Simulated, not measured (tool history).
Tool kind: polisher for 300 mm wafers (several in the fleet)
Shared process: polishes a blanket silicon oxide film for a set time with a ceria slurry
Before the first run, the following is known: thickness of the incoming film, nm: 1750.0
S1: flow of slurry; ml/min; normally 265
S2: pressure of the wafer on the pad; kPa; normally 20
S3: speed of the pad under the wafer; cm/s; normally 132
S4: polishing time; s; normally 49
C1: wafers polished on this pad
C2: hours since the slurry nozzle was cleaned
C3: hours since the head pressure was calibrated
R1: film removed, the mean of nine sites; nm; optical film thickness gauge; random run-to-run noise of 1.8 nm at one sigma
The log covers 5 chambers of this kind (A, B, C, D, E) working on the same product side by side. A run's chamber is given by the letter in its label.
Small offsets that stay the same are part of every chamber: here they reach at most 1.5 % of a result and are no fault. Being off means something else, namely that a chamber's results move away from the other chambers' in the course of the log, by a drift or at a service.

run	day	S1	S2	S3	S4	C1	C2	C3	R1
# day 0.2: chamber B: worn pad replaced by a new one
1C	0.2	265	20	132	49	67	562.9	783.1	230.44
2A	0.45	265	20	132	49	810	611.2	860.6	221.03
3D	0.621	265	20	132	49	334	104.1	1160.3	223.83
4B	0.862	265	20	132	49	156	238.3	313	224.76
5E	1.083	265	20	132	49	441	389.3	331.8	225.77
# day 1.288: chamber C: slurry nozzle cleaned
6C	1.325	265	20	132	49	331	0.9	810.1	229.83
7A	1.583	265	20	132	49	1077	638.4	887.8	222.14
8D	1.788	265	20	132	49	609	132.1	1188.3	227.99
9E	2	265	20	132	49	657	411.3	353.8	227.24
# day 2.092: chamber A: worn pad replaced by a new one
# day 2.133: chamber D: worn pad replaced by a new one
10B	2.221	265	20	132	49	475	270.9	345.6	225.07
# day 2.35: chamber C: worn pad replaced by a new one
11D	2.483	265	20	132	49	83	148.8	1205	223.68
12C	2.608	265	20	132	49	60	31.7	840.9	230.19
13A	2.788	265	20	132	49	164	667.3	916.7	226.71
14E	3.017	345	20	174	49	895	435.7	378.2	303.62
# day 3.1: chamber B: worn pad replaced by a new one
15B	3.154	345	20	174	49	13	293.3	368	298.58
16E	3.375	345	20	174	49	980	444.3	386.8	305.53
17B	3.571	345	20	174	49	110	303.3	378	304.51
# day 3.608: chamber D: head pressure recalibrated
18C	3.758	345	20	174	49	330	59.3	868.5	310.05
19A	3.983	265	20	132	49	445	696	945.4	225.91
# day 4.025: chamber E: head pressure recalibrated
20D	4.25	265	20	132	49	498	191.2	15.5	204.31
21E	4.508	265	20	132	49	1246	471.5	11.6	227.38
22B	4.633	265	20	132	49	360	328.8	403.5	225.42
# day 4.792: chamber C: worn pad replaced by a new one
23D	4.812	265	20	132	49	630	204.7	29	200.19
24C	5.054	265	20	132	49	61	90.4	899.6	225.04
# day 5.146: chamber E: worn pad replaced by a new one
25A	5.238	265	20	132	49	739	726.1	975.5	222.67
# day 5.488: chamber D: worn pad replaced by a new one
# day 5.492: chamber B: worn pad replaced by a new one
26D	5.496	265	20	132	49	2	221.1	45.4	202.66
27C	5.746	265	20	132	49	224	107	916.2	229.58
# day 5.888: chamber A: slurry nozzle cleaned
28A	6.008	265	20	132	49	920	3	994	223.85
29E	6.158	265	13.8	132	63	237	511.1	51.2	199.14
30B	6.288	265	13.8	132	63	187	368.5	443.2	199.04
31A	6.475	265	13.8	132	63	1030	14.2	1005.2	200.64
32C	6.662	265	13.8	132	63	439	129	938.2	201.86
33E	6.892	265	13.8	132	63	410	528.7	68.8	198
34D	7.146	265	20	132	49	389	260.7	85	202.16
35B	7.304	265	20	132	49	426	392.9	467.6	224.07
# day 7.412: chamber C: worn pad replaced by a new one
36A	7.525	265	20	132	49	1277	39.4	1030.4	223.67
37E	7.783	265	20	132	49	619	550.1	90.2	229.81
38C	7.992	265	20	132	49	136	160.9	970.1	227.82

Decide between three cases: one chamber stands off from its peers, the gauge reading all wafers drifts, or nothing is wrong past each chamber's small offset. Where a chamber is off, say which and what most likely put it there.

A service on chamber D put it out of line with the rest.
Cause: head's pressure below its setpoint, % = 9.84.

Which of the 4 candidates below, each the usual settings with something changed and its results left as question marks, puts chamber D back in line with what the other chambers give on the usual settings?
Counts as in line when no further than this from what the other chambers average on the usual settings: R1 6.4 nm
39D-1	8.188	265	20	132	44				?
39D-2	8.188	265	21.4	140	52				?
39D-3	8.188	265	20	132	55				?
39D-4	8.188	265	18.6	124	46				?

Average result of the remaining chambers running the usual settings: R1 225.82 nm
run	R1
39D-1	181.83
39D-2	243.6
39D-3	227.29
39D-4	166.28
39D-3 puts the chamber back in line with the other chambers.
